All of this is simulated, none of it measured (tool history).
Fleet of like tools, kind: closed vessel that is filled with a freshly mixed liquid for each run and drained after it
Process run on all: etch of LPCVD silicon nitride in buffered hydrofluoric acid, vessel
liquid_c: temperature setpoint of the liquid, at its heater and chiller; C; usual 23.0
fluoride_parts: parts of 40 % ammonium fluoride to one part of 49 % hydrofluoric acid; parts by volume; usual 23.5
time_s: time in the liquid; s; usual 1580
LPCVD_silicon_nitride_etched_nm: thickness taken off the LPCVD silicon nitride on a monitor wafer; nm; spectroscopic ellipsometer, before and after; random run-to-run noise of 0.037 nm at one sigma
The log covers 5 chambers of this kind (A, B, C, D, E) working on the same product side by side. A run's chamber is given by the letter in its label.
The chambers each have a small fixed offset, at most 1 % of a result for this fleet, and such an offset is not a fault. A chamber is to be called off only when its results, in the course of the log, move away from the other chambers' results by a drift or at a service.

run,hour,liquid_c,fluoride_parts,time_s,"read-back film thickness of the LPCVD silicon nitride reference wafer, read on the same gauge (nm)",LPCVD_silicon_nitride_etched_nm
1C,11.3,23.0,23.5,1580,119.96,9.1002
2D,25.8,23.0,23.5,1580,120.00,9.0109
3A,37.7,23.0,23.5,1580,120.01,8.9816
# hour 47.4: chamber B: hydrofluoric acid flow meter replaced
4B,48.6,23.0,23.5,1580,119.99,9.0832
5E,56.8,23.0,23.5,1580,120.03,8.9352
6D,67.1,23.0,23.5,1580,119.97,8.9958
7C,74.9,19.5,18.0,1580,120.00,9.1596
8E,83.4,19.5,18.0,1580,120.00,9.1487
9B,90.7,19.5,18.0,1580,120.03,9.2463
10A,101.7,19.5,18.0,1580,119.98,9.1995
11C,115.3,19.5,18.0,1580,120.03,9.0629
12A,124.4,23.0,23.5,1580,120.01,8.9058
13D,134.1,23.0,23.5,1580,120.00,9.1141
14B,148.2,23.0,23.5,1580,120.03,9.0232
15E,159.8,23.0,23.5,1580,120.05,8.9439
16E,166.8,23.0,23.5,1580,120.01,8.9608
17D,180.1,23.0,23.5,1580,120.01,8.9853
18C,194.3,23.0,23.5,1580,119.99,8.9521
19A,200.9,23.0,23.5,780,119.95,4.4195
20B,212.6,23.0,23.5,780,120.01,4.4652
21A,225.2,23.0,23.5,780,120.00,4.4046
22C,238.2,23.0,23.5,780,119.99,4.3415
23D,250.6,23.0,23.5,780,120.03,4.4967
24B,262.9,23.0,23.5,1580,119.98,9.0649
25E,272.8,23.0,23.5,1580,119.98,8.9504
26E,282.1,23.0,23.5,1580,120.02,9.0256
27B,289.1,23.0,23.5,2440,119.97,13.9860
28D,296.2,23.0,23.5,2440,119.97,14.0340
29C,302.9,23.0,23.5,2440,119.98,13.4880
30A,314.9,23.0,23.5,2440,120.00,13.7630
31D,325.7,23.0,23.5,2440,119.98,14.0170
32A,339.5,23.0,23.5,1580,120.01,8.9972
# hour 346.1: chamber D: hydrofluoric acid flow meter replaced
33C,346.7,23.0,23.5,1580,120.00,8.7012
34B,359.2,23.0,23.5,1580,120.05,9.1206
35E,366.4,23.0,23.5,1580,120.06,9.0219
36E,379.5,23.0,23.5,1580,119.92,8.9307
# hour 387.3: chamber C: thermometer replaced
37D,392.1,23.0,23.5,1580,119.96,9.0650
# hour 403.9: chamber B: thermometer replaced
38B,405.3,23.0,23.5,1580,120.03,9.0186
39A,417.9,23.0,23.5,1580,119.98,8.9292
40C,430.3,23.0,23.5,1580,119.97,8.5615

Does one chamber stand apart from the rest, does the shared gauge drift, or is all well apart from small per-chamber offsets? Give the chamber and the most likely cause, where there is one.

Chamber C drifts away from the others.
Most likely cause: hydrofluoric acid flow below the setpoint (%) = 7.51.

Below are 4 candidate recipes for chamber C's next run, each the usual settings with a change, their results shown as question marks. Which of them brings C's results back in line with what the other chambers give on the usual settings?
Maximum distance from the other chambers' mean on the usual settings for a result to count as in line: LPCVD_silicon_nitride_etched_nm 0.1300 nm
41C-1,440.9,23.0,23.5,1605,,?
41C-2,440.9,23.0,23.0,1635,,?
41C-3,440.9,23.0,23.5,1555,,?
41C-4,440.9,23.0,25.0,1580,,?

The mean the other chambers reach with the usual settings: LPCVD_silicon_nitride_etched_nm 8.9986 nm
run,LPCVD_silicon_nitride_etched_nm
41C-1,8.7407
41C-2,9.0354
41C-3,8.4684
41C-4,8.2496
41C-2 brings the chamber back in line.

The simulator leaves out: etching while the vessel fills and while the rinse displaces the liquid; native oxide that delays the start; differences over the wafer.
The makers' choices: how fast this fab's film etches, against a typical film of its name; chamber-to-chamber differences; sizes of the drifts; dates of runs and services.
